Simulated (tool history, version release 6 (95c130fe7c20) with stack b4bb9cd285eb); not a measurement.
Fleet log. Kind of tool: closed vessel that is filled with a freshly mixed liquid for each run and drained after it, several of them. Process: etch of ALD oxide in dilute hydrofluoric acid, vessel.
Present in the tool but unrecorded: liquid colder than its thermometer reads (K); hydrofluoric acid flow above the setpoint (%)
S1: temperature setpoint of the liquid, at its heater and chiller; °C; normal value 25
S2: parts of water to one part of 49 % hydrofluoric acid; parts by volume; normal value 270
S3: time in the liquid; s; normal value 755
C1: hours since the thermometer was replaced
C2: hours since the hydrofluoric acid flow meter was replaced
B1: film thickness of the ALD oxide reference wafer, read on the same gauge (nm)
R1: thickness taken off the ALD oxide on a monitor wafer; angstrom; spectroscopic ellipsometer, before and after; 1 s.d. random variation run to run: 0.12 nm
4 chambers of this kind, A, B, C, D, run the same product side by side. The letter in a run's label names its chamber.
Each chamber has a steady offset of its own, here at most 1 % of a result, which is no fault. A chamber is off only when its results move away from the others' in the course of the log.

{"run": "1D", "hour": 5.8, "S1": 25, "S2": 270, "S3": 755, "C1": 469.2, "C2": 702.1, "B1": 139.99, "R1": 260.53}
{"run": "2C", "hour": 14.7, "S1": 25, "S2": 270, "S3": 755, "C1": 1678.7, "C2": 1266.2, "B1": 139.96, "R1": 258.72}
{"run": "3A", "hour": 19.6, "S1": 25, "S2": 270, "S3": 755, "C1": 584.6, "C2": 1255.6, "B1": 139.98, "R1": 260.67}
{"run": "4B", "hour": 28.2, "S1": 25, "S2": 270, "S3": 755, "C1": 400.6, "C2": 1574.7, "B1": 140.02, "R1": 256.99}
{"run": "5B", "hour": 35.2, "S1": 25, "S2": 270, "S3": 755, "C1": 407.6, "C2": 1581.7, "B1": 140.01, "R1": 256.35}
{"run": "6C", "hour": 44.8, "S1": 25, "S2": 385, "S3": 590, "C1": 1708.8, "C2": 1296.3, "B1": 140.02, "R1": 126.23}
{"run": "7D", "hour": 51.8, "S1": 25, "S2": 385, "S3": 590, "C1": 515.2, "C2": 748.1, "B1": 140.02, "R1": 128.49}
{"run": "8A", "hour": 56.3, "S1": 25, "S2": 385, "S3": 590, "C1": 621.3, "C2": 1292.3, "B1": 139.98, "R1": 127.24}
{"run": "9B", "hour": 64.2, "S1": 25, "S2": 385, "S3": 590, "C1": 436.6, "C2": 1610.7, "B1": 140, "R1": 125.82}
{"run": "10A", "hour": 71.7, "S1": 25, "S2": 270, "S3": 755, "C1": 636.7, "C2": 1307.7, "B1": 139.99, "R1": 259.73}
{"run": "11C", "hour": 77.5, "S1": 25, "S2": 270, "S3": 755, "C1": 1741.5, "C2": 1329, "B1": 139.97, "R1": 260.36}
{"run": "12D", "hour": 86.1, "S1": 25, "S2": 220, "S3": 1005, "C1": 549.5, "C2": 782.4, "B1": 139.96, "R1": 444.79}
{"run": "13B", "hour": 94.7, "S1": 25, "S2": 220, "S3": 1005, "C1": 467.1, "C2": 1641.2, "B1": 140.04, "R1": 444.93}
{"run": "14A", "hour": 100.8, "S1": 25, "S2": 220, "S3": 1005, "C1": 665.8, "C2": 1336.8, "B1": 139.99, "R1": 451.37}
{"run": "15D", "hour": 105.9, "S1": 25, "S2": 220, "S3": 1005, "C1": 569.3, "C2": 802.2, "B1": 140.02, "R1": 446.36}
{"run": "16C", "hour": 115.3, "S1": 25, "S2": 270, "S3": 755, "C1": 1779.3, "C2": 1366.8, "B1": 140, "R1": 257.93}
{"run": "17C", "hour": 121.5, "S1": 25, "S2": 270, "S3": 755, "C1": 1785.5, "C2": 1373, "B1": 139.99, "R1": 258.4}
{"run": "18D", "hour": 126.6, "S1": 25, "S2": 270, "S3": 755, "C1": 590, "C2": 822.9, "B1": 140.02, "R1": 263.5}
{"run": "19B", "hour": 132.8, "S1": 22.5, "S2": 340, "S3": 755, "C1": 505.2, "C2": 1679.3, "B1": 139.99, "R1": 175.96}
{"run": "20A", "hour": 137.4, "S1": 22.5, "S2": 340, "S3": 755, "C1": 702.4, "C2": 1373.4, "B1": 139.99, "R1": 177.81}
{"run": "21C", "hour": 142.5, "S1": 22.5, "S2": 340, "S3": 755, "C1": 1806.5, "C2": 1394, "B1": 140, "R1": 175.37}
{"run": "22A", "hour": 147.7, "S1": 22.5, "S2": 340, "S3": 755, "C1": 712.7, "C2": 1383.7, "B1": 140, "R1": 177.74}
{"run": "23B", "hour": 156.5, "S1": 25, "S2": 270, "S3": 755, "C1": 528.9, "C2": 1703, "B1": 139.99, "R1": 259.23}
{"run": "24D", "hour": 165.1, "S1": 25, "S2": 270, "S3": 755, "C1": 628.5, "C2": 861.4, "B1": 140.01, "R1": 265.37}
{"run": "25A", "hour": 171.2, "S1": 25, "S2": 270, "S3": 755, "C1": 736.2, "C2": 1407.2, "B1": 140.03, "R1": 259.46}
{"run": "26C", "hour": 176.3, "S1": 25, "S2": 270, "S3": 755, "C1": 1840.3, "C2": 1427.8, "B1": 140.01, "R1": 257.02}
{"run": "27D", "hour": 183.8, "S1": 25, "S2": 270, "S3": 755, "C1": 647.2, "C2": 880.1, "B1": 140.03, "R1": 268.65}
{"run": "28B", "hour": 189.9, "S1": 26.5, "S2": 270, "S3": 755, "C1": 562.3, "C2": 1736.4, "B1": 140.01, "R1": 272.94}
{"hour": 190.7, "done": "chamber C: hydrofluoric acid flow meter replaced"}
{"run": "29C", "hour": 197.3, "S1": 26.5, "S2": 270, "S3": 755, "C1": 1861.3, "C2": 6.6, "B1": 140.02, "R1": 272.38}
{"run": "30B", "hour": 202.5, "S1": 26.5, "S2": 270, "S3": 755, "C1": 574.9, "C2": 1749, "B1": 139.99, "R1": 272.44}
{"run": "31A", "hour": 207.0, "S1": 26.5, "S2": 270, "S3": 755, "C1": 772, "C2": 1443, "B1": 140.01, "R1": 274.47}
{"run": "32D", "hour": 213.0, "S1": 25, "S2": 270, "S3": 755, "C1": 676.4, "C2": 909.3, "B1": 139.98, "R1": 272.35}
{"hour": 221.1, "done": "chamber C: thermometer replaced"}
{"run": "33C", "hour": 221.1, "S1": 25, "S2": 270, "S3": 755, "C1": 0.1, "C2": 30.4, "B1": 139.97, "R1": 258.14}
{"run": "34A", "hour": 226.7, "S1": 25, "S2": 270, "S3": 755, "C1": 791.7, "C2": 1462.7, "B1": 140.01, "R1": 261.01}
{"run": "35D", "hour": 231.5, "S1": 25, "S2": 270, "S3": 755, "C1": 694.9, "C2": 927.8, "B1": 139.96, "R1": 272.49}
{"run": "36B", "hour": 237.4, "S1": 25, "S2": 270, "S3": 755, "C1": 609.8, "C2": 1783.9, "B1": 140, "R1": 260.23}
{"run": "37D", "hour": 246.3, "S1": 25, "S2": 270, "S3": 755, "C1": 709.7, "C2": 942.6, "B1": 139.99, "R1": 275.98}
{"run": "38A", "hour": 253.0, "S1": 25, "S2": 270, "S3": 755, "C1": 818, "C2": 1489, "B1": 140.02, "R1": 261.04}

For the next run the whole fleet of 4 chambers uses the same settings. Give each chamber's results:
{"run": "39A", "hour": 260.0, "S1": 21, "S2": 270, "S3": 755, "R1": "?"}
{"run": "39B", "hour": 260.0, "S1": 21, "S2": 270, "S3": 755, "R1": "?"}
{"run": "39C", "hour": 260.0, "S1": 21, "S2": 270, "S3": 755, "R1": "?"}
{"run": "39D", "hour": 260.0, "S1": 21, "S2": 270, "S3": 755, "R1": "?"}

run=39A R1=225.33
run=39B R1=221.47
run=39C R1=223.18
run=39D R1=238.81
